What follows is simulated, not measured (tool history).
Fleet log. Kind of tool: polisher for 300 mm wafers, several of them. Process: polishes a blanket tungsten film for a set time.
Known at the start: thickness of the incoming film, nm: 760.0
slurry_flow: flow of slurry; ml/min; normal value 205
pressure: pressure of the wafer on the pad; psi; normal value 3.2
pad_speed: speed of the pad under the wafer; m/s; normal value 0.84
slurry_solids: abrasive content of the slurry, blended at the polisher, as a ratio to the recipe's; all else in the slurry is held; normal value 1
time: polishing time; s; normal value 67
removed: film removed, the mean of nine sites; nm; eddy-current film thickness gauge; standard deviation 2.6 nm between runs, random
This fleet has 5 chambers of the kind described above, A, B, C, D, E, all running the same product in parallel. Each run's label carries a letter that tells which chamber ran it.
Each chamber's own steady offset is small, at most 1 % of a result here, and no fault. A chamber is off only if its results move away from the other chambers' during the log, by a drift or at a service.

Run 1A, hour 7.9: usual settings. Result: removed 207.08 nm.
At hour 8.7: chamber D: slurry tank refilled with fresh slurry and peroxide.
At hour 13.7: chamber E: worn pad replaced by a new one.
Run 2B, hour 15.5: usual settings. Result: removed 202.59 nm.
At hour 19.7: chamber C: worn pad replaced by a new one.
Run 3D, hour 23.2: usual settings. Result: removed 207.97 nm.
Run 4E, hour 26.9: usual settings. Result: removed 206.71 nm.
At hour 27.0: chamber E: slurry tank refilled with fresh slurry and peroxide.
At hour 28.5: chamber A: worn pad replaced by a new one.
Run 5C, hour 34.2: usual settings but pad_speed 1.04 m/s. Result: removed 253.26 nm.
At hour 34.8: chamber C: slurry tank refilled with fresh slurry and peroxide.
Run 6A, hour 40.8: usual settings but pad_speed 1.04 m/s. Result: removed 256.09 nm.
Run 7C, hour 44.8: usual settings but pad_speed 1.04 m/s. Result: removed 254.26 nm.
At hour 50.7: chamber B: slurry tank refilled with fresh slurry and peroxide.
Run 8D, hour 52.0: usual settings but pad_speed 1.04 m/s. Result: removed 252.42 nm.
Run 9E, hour 57.3: usual settings but pad_speed 1.04 m/s. Result: removed 251.39 nm.
Run 10B, hour 61.2: usual settings. Result: removed 205.80 nm.
At hour 66.1: chamber B: slurry blender recalibrated.
Run 11D, hour 67.5: usual settings. Result: removed 203.28 nm.
Run 12E, hour 73.8: usual settings. Result: removed 201.48 nm.
At hour 74.0: chamber E: slurry nozzle cleaned.
At hour 78.7: chamber A: worn pad replaced by a new one.
Run 13A, hour 80.9: usual settings. Result: removed 205.76 nm.
Run 14B, hour 84.9: usual settings. Result: removed 203.35 nm.
At hour 87.4: chamber D: slurry tank refilled with fresh slurry and peroxide.
At hour 90.8: chamber B: worn pad replaced by a new one.
At hour 92.1: chamber A: slurry blender recalibrated.
Run 15C, hour 92.1: usual settings. Result: removed 202.11 nm.
At hour 94.9: chamber A: slurry tank refilled with fresh slurry and peroxide.
Run 16D, hour 96.0: usual settings. Result: removed 205.15 nm.
At hour 99.2: chamber E: slurry blender recalibrated.
At hour 99.4: chamber C: slurry tank refilled with fresh slurry and peroxide.
Run 17E, hour 103.1: usual settings but time 54 s. Result: removed 164.56 nm.
At hour 103.5: chamber D: worn pad replaced by a new one.
At hour 110.9: chamber E: worn pad replaced by a new one.
Run 18C, hour 111.0: usual settings but time 54 s. Result: removed 165.05 nm.
Run 19A, hour 114.9: usual settings but time 54 s. Result: removed 164.56 nm.
At hour 118.7: chamber B: slurry tank refilled with fresh slurry and peroxide.
Run 20B, hour 120.9: usual settings but time 54 s. Result: removed 165.52 nm.
Run 21D, hour 124.8: usual settings but time 54 s. Result: removed 170.41 nm.
At hour 128.2: chamber C: worn pad replaced by a new one.
Run 22B, hour 132.7: usual settings. Result: removed 203.44 nm.
At hour 133.2: chamber A: worn pad replaced by a new one.
Run 23E, hour 139.4: usual settings but pressure 2.3 psi. Result: removed 143.95 nm.
Run 24C, hour 147.4: usual settings but pressure 2.3 psi. Result: removed 148.53 nm.
Run 25A, hour 153.5: usual settings but pressure 2.3 psi. Result: removed 145.10 nm.
Run 26A, hour 157.9: usual settings but pressure 2.3 psi. Result: removed 149.18 nm.
Run 27C, hour 164.5: usual settings but pressure 2.3 psi. Result: removed 145.84 nm.
At hour 169.1: chamber D: slurry tank refilled with fresh slurry and peroxide.
Run 28E, hour 172.5: usual settings. Result: removed 197.72 nm.
At hour 172.8: chamber E: slurry tank refilled with fresh slurry and peroxide.
At hour 176.3: chamber C: slurry tank refilled with fresh slurry and peroxide.
At hour 176.9: chamber A: worn pad replaced by a new one.
Run 29D, hour 179.4: usual settings. Result: removed 207.80 nm.
Run 30B, hour 186.0: usual settings. Result: removed 205.05 nm.
Run 31C, hour 193.7: usual settings. Result: removed 203.57 nm.
At hour 197.9: chamber B: head pressure recalibrated.
Run 32A, hour 199.0: usual settings. Result: removed 206.72 nm.
At hour 202.1: chamber B: worn pad replaced by a new one.
At hour 205.0: chamber B: slurry tank refilled with fresh slurry and peroxide.
Run 33B, hour 206.1: usual settings. Result: removed 206.47 nm.
At hour 208.9: chamber D: worn pad replaced by a new one.
At hour 212.0: chamber A: slurry blender recalibrated.
Run 34E, hour 213.9: usual settings. Result: removed 195.75 nm.
At hour 221.5: chamber D: slurry blender recalibrated.
Run 35D, hour 221.7: usual settings. Result: removed 207.32 nm.
At hour 226.1: chamber C: worn pad replaced by a new one.
At hour 227.0: chamber C: slurry blender recalibrated.
Run 36C, hour 227.6: usual settings but pad_speed 0.56 m/s, time 85 s. Result: removed 176.91 nm.
At hour 229.2: chamber E: worn pad replaced by a new one.
Run 37A, hour 231.8: usual settings but pad_speed 0.56 m/s, time 85 s. Result: removed 173.51 nm.
Run 38E, hour 239.6: usual settings but pad_speed 0.56 m/s, time 85 s. Result: removed 162.02 nm.
Run 39B, hour 245.1: usual settings but pad_speed 0.56 m/s, time 85 s. Result: removed 177.09 nm.
At hour 250.6: chamber D: slurry tank refilled with fresh slurry and peroxide.
Run 40D, hour 252.9: usual settings but pad_speed 0.56 m/s, time 85 s. Result: removed 177.02 nm.

The same settings go to every chamber for the next run, one line per chamber below. Forecast the results for each:
Run 41A, hour 258.7: usual settings. Result: removed ?.
Run 41B, hour 258.7: usual settings. Result: removed ?.
Run 41C, hour 258.7: usual settings. Result: removed ?.
Run 41D, hour 258.7: usual settings. Result: removed ?.
Run 41E, hour 258.7: usual settings. Result: removed ?.

run  removed
41A   201.39
41B   202.53
41C   205.48
41D   206.55
41E   189.73
